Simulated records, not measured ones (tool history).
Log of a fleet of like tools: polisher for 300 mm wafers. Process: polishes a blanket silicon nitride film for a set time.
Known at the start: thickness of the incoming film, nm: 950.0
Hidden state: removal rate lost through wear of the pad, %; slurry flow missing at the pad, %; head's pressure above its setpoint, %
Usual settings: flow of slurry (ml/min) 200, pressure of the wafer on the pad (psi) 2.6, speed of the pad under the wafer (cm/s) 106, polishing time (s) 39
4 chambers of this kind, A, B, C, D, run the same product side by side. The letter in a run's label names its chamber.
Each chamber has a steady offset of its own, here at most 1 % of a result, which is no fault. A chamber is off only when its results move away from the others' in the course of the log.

run	hour	flow of slurry (ml/min)	pressure of the wafer on the pad (psi)	speed of the pad under the wafer (cm/s)	polishing time (s)	wafers polished on this pad	hours since the slurry nozzle was cleaned	hours since the head pressure was calibrated	film removed (nm)
1B	4.7	200	2.6	106	39	671	21.2	217.7	48.71
2C	9.4	200	2.6	106	39	841	241.1	752.1	49.91
3A	13	200	2.6	106	39	413	526	85.1	48.337
# hour 13.8: chamber B: worn pad replaced by a new one
4D	17.9	200	2.6	106	39	883	285.2	1245.8	47.222
5B	21.8	200	2.6	106	39	76	38.3	234.8	49.216
6A	24.2	200	2.6	106	39	519	537.2	96.3	48.799
7D	28.1	200	2.6	106	39	980	295.4	1256	47.534
8C	30.7	200	2.6	106	39	1043	262.4	773.4	48.806
9A	34.9	200	2.6	106	39	621	547.9	107	48.58
10B	39.5	200	2.6	106	39	244	56	252.5	48.581
11D	43.1	200	2.6	106	39	1122	310.4	1271	48.528
12C	48.1	200	2.6	106	39	1209	279.8	790.8	49.485
13A	50.4	200	2.6	106	39	768	563.4	122.5	46.665
14B	53.3	200	2.6	106	39	375	69.8	266.3	48.182
15D	55.6	200	2.6	106	39	1241	322.9	1283.5	48.867
16C	58.5	200	2.6	106	39	1308	290.2	801.2	48.903
17D	61.3	200	2.6	106	39	1295	328.6	1289.2	48.721
18A	65.7	200	2.6	106	39	914	578.7	137.8	44.638
19C	68.6	200	2.6	106	39	1404	300.3	811.3	48.544
20B	71.6	200	2.6	106	39	549	88.1	284.6	48.529
21A	74.7	200	2.6	92	26	999	587.7	146.8	26.537
22C	77.5	200	2.6	92	26	1488	309.2	820.2	29.407
# hour 80: chamber B: worn pad replaced by a new one
23B	81.8	200	2.6	92	26	17	98.3	294.8	29.255
# hour 82.5: chamber D: head pressure recalibrated
# hour 84: chamber D: worn pad replaced by a new one
24D	84.8	200	2.6	92	26	7	352.1	2.3	28.509
# hour 85.2: chamber A: slurry nozzle cleaned
25A	89.2	225	2.1	106	39	1137	4	161.3	35.654
26D	92.8	225	2.1	106	39	83	360.1	10.3	40.234

Next, every chamber runs the same settings. What will each give?
27A	96.5	260	2.6	106	39				?
27B	96.5	260	2.6	106	39				?
27C	96.5	260	2.6	106	39				?
27D	96.5	260	2.6	106	39				?

run	film removed (nm)
27A	43.83
27B	49.725
27C	50.1
27D	49.784
